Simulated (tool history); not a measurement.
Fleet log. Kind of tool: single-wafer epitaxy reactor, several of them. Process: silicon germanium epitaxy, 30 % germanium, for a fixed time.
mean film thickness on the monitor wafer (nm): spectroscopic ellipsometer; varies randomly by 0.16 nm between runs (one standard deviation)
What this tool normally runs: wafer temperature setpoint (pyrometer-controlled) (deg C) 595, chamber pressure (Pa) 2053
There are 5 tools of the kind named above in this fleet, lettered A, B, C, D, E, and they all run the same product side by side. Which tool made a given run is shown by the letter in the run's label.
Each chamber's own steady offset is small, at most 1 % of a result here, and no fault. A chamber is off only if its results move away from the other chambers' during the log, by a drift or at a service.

| run | day | wafer temperature setpoint (pyrometer-controlled) (deg C) | chamber pressure (Pa) | read-back reference wafer on the same gauge, thickness_nm | mean film thickness on the monitor wafer (nm) |
|---|---|---|---|---|---|
| 1A | 0.458 | 595 | 2053 | 39.320 | 48.752 |
| 2D | 1.054 | 595 | 2053 | 39.278 | 48.032 |
| 3C | 1.517 | 595 | 2053 | 39.295 | 48.839 |
| 4B | 1.908 | 595 | 2053 | 39.277 | 48.432 |
| 5E | 2.408 | 595 | 2053 | 39.316 | 48.238 |
| 6D | 2.762 | 595 | 2053 | 39.295 | 47.818 |
| 7C | 3.088 | 595 | 2053 | 39.320 | 48.525 |
| 8B | 3.471 | 595 | 2240 | 39.313 | 50.032 |
| 9A | 3.908 | 595 | 2240 | 39.315 | 50.576 |
| 10E | 4.188 | 595 | 2240 | 39.262 | 50.117 |
| 11C | 4.538 | 595 | 2240 | 39.290 | 49.991 |
| 12A | 5.117 | 595 | 2240 | 39.306 | 50.478 |
| 13B | 5.696 | 595 | 2053 | 39.304 | 48.387 |
| 14E | 5.988 | 595 | 2053 | 39.300 | 48.482 |
|  | 6.233 | chamber E: pyrometer calibrated |
| 15D | 6.396 | 595 | 2053 | 39.311 | 47.967 |
| 16D | 6.783 | 595 | 2053 | 39.273 | 47.741 |
| 17C | 7.188 | 595 | 2053 | 39.304 | 48.786 |
| 18A | 7.600 | 595 | 2053 | 39.319 | 48.507 |
| 19E | 8.183 | 595 | 2053 | 39.304 | 47.418 |
| 20B | 8.612 | 595 | 2053 | 39.271 | 48.337 |
| 21E | 9.004 | 595 | 2053 | 39.276 | 47.006 |
| 22C | 9.304 | 595 | 2053 | 39.326 | 48.644 |
| 23D | 9.654 | 595 | 2053 | 39.308 | 48.124 |
| 24A | 10.162 | 595 | 1560 | 39.288 | 43.134 |
| 25B | 10.558 | 595 | 1560 | 39.328 | 43.229 |
| 26D | 10.846 | 595 | 1560 | 39.280 | 43.169 |
| 27A | 11.262 | 595 | 1560 | 39.288 | 43.434 |
| 28E | 11.717 | 595 | 1560 | 39.277 | 41.977 |
| 29B | 12.275 | 595 | 2053 | 39.294 | 48.665 |
| 30C | 12.592 | 595 | 2053 | 39.274 | 48.887 |
| 31C | 12.917 | 581 | 2293 | 39.285 | 39.268 |

All 5 chambers run these settings next. Forecast each chamber's results:
| 32A | 13.354 | 609 | 2053 |  | ? |
| 32B | 13.354 | 609 | 2053 |  | ? |
| 32C | 13.354 | 609 | 2053 |  | ? |
| 32D | 13.354 | 609 | 2053 |  | ? |
| 32E | 13.354 | 609 | 2053 |  | ? |

| run | mean film thickness on the monitor wafer (nm) |
|---|---|
| 32A | 63.034 |
| 32B | 62.364 |
| 32C | 62.666 |
| 32D | 61.886 |
| 32E | 60.752 |
